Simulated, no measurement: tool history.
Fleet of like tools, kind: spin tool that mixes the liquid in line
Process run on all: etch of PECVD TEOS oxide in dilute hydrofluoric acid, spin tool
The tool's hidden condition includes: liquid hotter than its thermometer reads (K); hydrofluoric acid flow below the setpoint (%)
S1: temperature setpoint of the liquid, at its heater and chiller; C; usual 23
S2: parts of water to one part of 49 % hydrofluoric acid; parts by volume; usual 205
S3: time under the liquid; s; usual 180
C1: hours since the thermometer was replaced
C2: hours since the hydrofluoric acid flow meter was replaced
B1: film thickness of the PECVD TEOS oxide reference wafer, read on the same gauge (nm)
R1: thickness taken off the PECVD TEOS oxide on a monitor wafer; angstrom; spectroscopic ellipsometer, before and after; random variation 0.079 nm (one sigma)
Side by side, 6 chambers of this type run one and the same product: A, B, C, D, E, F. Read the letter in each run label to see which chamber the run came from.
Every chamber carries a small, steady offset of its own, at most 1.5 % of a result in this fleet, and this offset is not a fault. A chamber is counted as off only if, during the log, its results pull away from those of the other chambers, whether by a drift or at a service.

run   hour  S1   S2   S3      C1      C2      B1       R1
 1D    3.9  23  205  180  2219.0  1563.1  50.000  116.250
 2F    8.0  23  205  180  1329.4   705.7  50.013  118.090
 3A   11.4  23  205  180   170.1    37.5  50.000  118.400
 4C   15.8  23  205  180  1276.4   521.2  50.010  119.880
 5B   20.4  23  205  180   445.9   813.9  50.024  115.440
 6E   24.5  23  205  180   731.5   520.0  49.972  117.300
 7D   28.6  23  205  180  2243.7  1587.8  50.000  117.920
 8A   31.5  23  205  180   190.2    57.6  49.989  117.750
 9C   35.5  26  205  275  1296.1   540.9  50.005  204.990
10E   39.1  26  205  275   746.1   534.6  49.992  200.580
11F   42.7  26  205  275  1364.1   740.4  50.016  199.180
12B   46.0  26  205  275   471.5   839.5  50.030  196.010
13B   50.0  26  205  275   475.5   843.5  50.016  196.790
14A   53.2  26  205  275   211.9    79.3  49.985  200.590
15D   57.0  23  205  180  2272.1  1616.2  49.984  118.920
16E   59.3  23  205  180   766.3   554.8  50.018  116.100
17C   62.8  23  205  180  1323.4   568.2  50.008  121.020
18F   66.2  23  205  180  1387.6   763.9  49.994  116.700
19E   70.6  23  205  180   777.6   566.1  50.015  118.540
20D   74.5  23  205  180  2289.6  1633.7  49.980  118.290
21C   76.9  23  205  180  1337.5   582.3  49.982  121.770
22B   81.1  23  205  180   506.6   874.6  49.997  113.580
23A   84.0  23  205  180   242.7   110.1  49.998  118.470
24F   88.3  23  205  180  1409.7   786.0  50.015  116.640
25F   92.3  23  205  180  1413.7   790.0  50.016  117.420
26A   97.3  23  205  180   256.0   123.4  50.018  118.470
27B   99.6  23  205  180   525.1   893.1  49.996  110.070
28C  102.2  23  205  180  1362.8   607.6  49.993  118.530
29D  105.3  23  205  180  2320.4  1664.5  49.991  117.130
30E  110.4  23  205  180   817.4   605.9  50.001  116.780
31A  113.9  23  205  180   272.6   140.0  50.008  116.510
32C  117.5  23  205  180  1378.1   622.9  49.990  119.530
33E  121.2  23  245  180   828.2   616.7  49.992   94.009
34D  124.1  23  245  180  2339.2  1683.3  49.996   95.079
35B  129.2  23  245  180   554.7   922.7  49.998   87.803
36F  132.9  23  245  180  1454.3   830.6  50.002   93.131

Is one chamber out of step, is the gauge drifting, or do the chambers differ by no more than their own small offsets? For an off chamber, give its letter and the likeliest cause.

It is chamber B that slowly wanders off from its peers.
Most likely cause: hydrofluoric acid flow below the setpoint (%) = 7.63.
It could be hard to tell apart here from: liquid colder than its thermometer reads (K).

Below are 4 candidate recipes for chamber B's next run, each the usual settings with a change, their results shown as question marks. Which of them brings B's results back in line with what the other chambers give on the usual settings?
Maximum distance from the other chambers' mean on the usual settings for a result to count as in line: R1 2.800 angstrom
37B-1  136.6  23  200  190               ?
37B-2  136.6  24  205  180               ?
37B-3  136.6  23  210  170               ?
37B-4  136.6  23  205  175               ?

On the usual settings, the other chambers give on average: R1 118.070 angstrom
  run       R1
37B-1  117.440
37B-2  111.900
37B-3   98.909
37B-4  104.910
The right change is 37B-1: it brings the chamber back within the allowed miss of the others.

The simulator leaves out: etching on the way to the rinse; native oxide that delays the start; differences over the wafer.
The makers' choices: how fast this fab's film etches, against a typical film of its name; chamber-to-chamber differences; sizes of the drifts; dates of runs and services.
